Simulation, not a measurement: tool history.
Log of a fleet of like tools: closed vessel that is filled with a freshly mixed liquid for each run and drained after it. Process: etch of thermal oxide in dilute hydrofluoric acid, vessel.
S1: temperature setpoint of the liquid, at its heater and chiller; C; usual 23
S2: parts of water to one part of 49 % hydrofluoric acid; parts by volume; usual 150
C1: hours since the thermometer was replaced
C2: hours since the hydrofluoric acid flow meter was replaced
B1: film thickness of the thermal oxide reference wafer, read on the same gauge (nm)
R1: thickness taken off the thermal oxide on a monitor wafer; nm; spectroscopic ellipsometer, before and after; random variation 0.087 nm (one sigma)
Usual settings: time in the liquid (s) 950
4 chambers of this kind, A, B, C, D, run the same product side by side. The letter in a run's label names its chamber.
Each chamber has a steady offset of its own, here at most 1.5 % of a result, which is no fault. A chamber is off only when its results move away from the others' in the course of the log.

run 1D hour=13.0 | S1=23 S2=150 time_in_the_liquid_(s)=950 | C1=583.3 C2=1472.7 | B1=140.01 | R1=27.573
run 2C hour=26.1 | S1=23 S2=150 time_in_the_liquid_(s)=950 | C1=1616.5 C2=27.1 | B1=140.04 | R1=27.352
run 3B hour=32.6 | S1=23 S2=150 time_in_the_liquid_(s)=950 | C1=427.7 C2=1713.4 | B1=139.97 | R1=27.409
run 4A hour=39.9 | S1=23 S2=150 time_in_the_liquid_(s)=950 | C1=739.4 C2=305.5 | B1=140.00 | R1=27.455
run 5A hour=50.1 | S1=23 S2=150 time_in_the_liquid_(s)=950 | C1=749.6 C2=315.7 | B1=140.01 | R1=27.415
run 6C hour=60.0 | S1=27 S2=150 time_in_the_liquid_(s)=950 | C1=1650.4 C2=61.0 | B1=140.00 | R1=31.655
-- hour=65.1 chamber C: thermometer replaced
run 7B hour=70.0 | S1=27 S2=150 time_in_the_liquid_(s)=950 | C1=465.1 C2=1750.8 | B1=139.99 | R1=31.861
run 8D hour=80.1 | S1=27 S2=150 time_in_the_liquid_(s)=950 | C1=650.4 C2=1539.8 | B1=140.02 | R1=32.160
run 9D hour=86.6 | S1=27 S2=150 time_in_the_liquid_(s)=950 | C1=656.9 C2=1546.3 | B1=139.97 | R1=32.091
run 10A hour=95.9 | S1=23 S2=150 time_in_the_liquid_(s)=950 | C1=795.4 C2=361.5 | B1=139.99 | R1=27.510
run 11C hour=106.5 | S1=23 S2=150 time_in_the_liquid_(s)=950 | C1=41.5 C2=107.5 | B1=139.98 | R1=27.030
run 12B hour=119.2 | S1=23 S2=150 time_in_the_liquid_(s)=950 | C1=514.3 C2=1800.0 | B1=140.00 | R1=27.448
run 13A hour=129.7 | S1=23 S2=150 time_in_the_liquid_(s)=950 | C1=829.2 C2=395.3 | B1=140.01 | R1=27.497
run 14D hour=138.1 | S1=23 S2=150 time_in_the_liquid_(s)=1485 | C1=708.4 C2=1597.8 | B1=140.03 | R1=43.107
run 15C hour=144.2 | S1=23 S2=150 time_in_the_liquid_(s)=1485 | C1=79.2 C2=145.2 | B1=140.00 | R1=42.468
run 16B hour=155.2 | S1=23 S2=150 time_in_the_liquid_(s)=1485 | C1=550.3 C2=1836.0 | B1=140.01 | R1=43.522
run 17B hour=161.1 | S1=23 S2=150 time_in_the_liquid_(s)=1485 | C1=556.2 C2=1841.9 | B1=139.99 | R1=43.148
run 18C hour=167.4 | S1=23 S2=150 time_in_the_liquid_(s)=1205 | C1=102.4 C2=168.4 | B1=140.00 | R1=34.460
run 19D hour=179.1 | S1=23 S2=150 time_in_the_liquid_(s)=1205 | C1=749.4 C2=1638.8 | B1=139.97 | R1=35.121
run 20A hour=192.3 | S1=23 S2=150 time_in_the_liquid_(s)=1205 | C1=891.8 C2=457.9 | B1=139.98 | R1=34.960
run 21C hour=199.6 | S1=23 S2=150 time_in_the_liquid_(s)=1205 | C1=134.6 C2=200.6 | B1=139.96 | R1=34.608
run 22A hour=210.1 | S1=23 S2=150 time_in_the_liquid_(s)=950 | C1=909.6 C2=475.7 | B1=140.00 | R1=27.766
run 23D hour=219.3 | S1=23 S2=150 time_in_the_liquid_(s)=950 | C1=789.6 C2=1679.0 | B1=140.03 | R1=27.694
run 24B hour=225.5 | S1=23 S2=150 time_in_the_liquid_(s)=950 | C1=620.6 C2=1906.3 | B1=140.03 | R1=27.855
run 25B hour=237.7 | S1=23 S2=150 time_in_the_liquid_(s)=950 | C1=632.8 C2=1918.5 | B1=139.99 | R1=27.961
run 26D hour=250.2 | S1=23 S2=150 time_in_the_liquid_(s)=950 | C1=820.5 C2=1709.9 | B1=140.03 | R1=27.550
run 27C hour=261.4 | S1=23 S2=150 time_in_the_liquid_(s)=950 | C1=196.4 C2=262.4 | B1=140.01 | R1=27.261
run 28A hour=267.8 | S1=23 S2=150 time_in_the_liquid_(s)=950 | C1=967.3 C2=533.4 | B1=140.03 | R1=27.609
-- hour=268.8 chamber D: hydrofluoric acid flow meter replaced
run 29D hour=274.9 | S1=23 S2=150 time_in_the_liquid_(s)=950 | C1=845.2 C2=6.1 | B1=139.99 | R1=27.820
run 30C hour=283.2 | S1=23 S2=150 time_in_the_liquid_(s)=950 | C1=218.2 C2=284.2 | B1=139.98 | R1=27.273
run 31A hour=296.1 | S1=23 S2=150 time_in_the_liquid_(s)=950 | C1=995.6 C2=561.7 | B1=139.99 | R1=27.579
run 32B hour=303.7 | S1=23 S2=150 time_in_the_liquid_(s)=950 | C1=698.8 C2=1984.5 | B1=140.00 | R1=28.062
run 33A hour=316.0 | S1=23 S2=150 time_in_the_liquid_(s)=950 | C1=1015.5 C2=581.6 | B1=140.00 | R1=27.578
run 34B hour=329.3 | S1=23 S2=150 time_in_the_liquid_(s)=950 | C1=724.4 C2=2010.1 | B1=140.00 | R1=28.312
run 35D hour=335.9 | S1=25 S2=115 time_in_the_liquid_(s)=950 | C1=906.2 C2=67.1 | B1=140.01 | R1=40.858
run 36C hour=345.6 | S1=25 S2=115 time_in_the_liquid_(s)=950 | C1=280.6 C2=346.6 | B1=140.02 | R1=39.756
run 37B hour=359.0 | S1=25 S2=115 time_in_the_liquid_(s)=950 | C1=754.1 C2=2039.8 | B1=140.01 | R1=41.873
run 38D hour=371.1 | S1=25 S2=115 time_in_the_liquid_(s)=950 | C1=941.4 C2=102.3 | B1=139.96 | R1=40.922
run 39A hour=384.5 | S1=23 S2=150 time_in_the_liquid_(s)=950 | C1=1084.0 C2=650.1 | B1=139.94 | R1=27.526
run 40C hour=393.4 | S1=23 S2=90 time_in_the_liquid_(s)=415 | C1=328.4 C2=394.4 | B1=140.02 | R1=20.859

All 4 chambers run these settings next. Forecast each chamber's results:
run 41A hour=403.2 | S1=23 S2=90 time_in_the_liquid_(s)=950 | R1=?
run 41B hour=403.2 | S1=23 S2=90 time_in_the_liquid_(s)=950 | R1=?
run 41C hour=403.2 | S1=23 S2=90 time_in_the_liquid_(s)=950 | R1=?
run 41D hour=403.2 | S1=23 S2=90 time_in_the_liquid_(s)=950 | R1=?

run=41A R1=49.627
run=41B R1=51.436
run=41C R1=47.941
run=41D R1=49.811
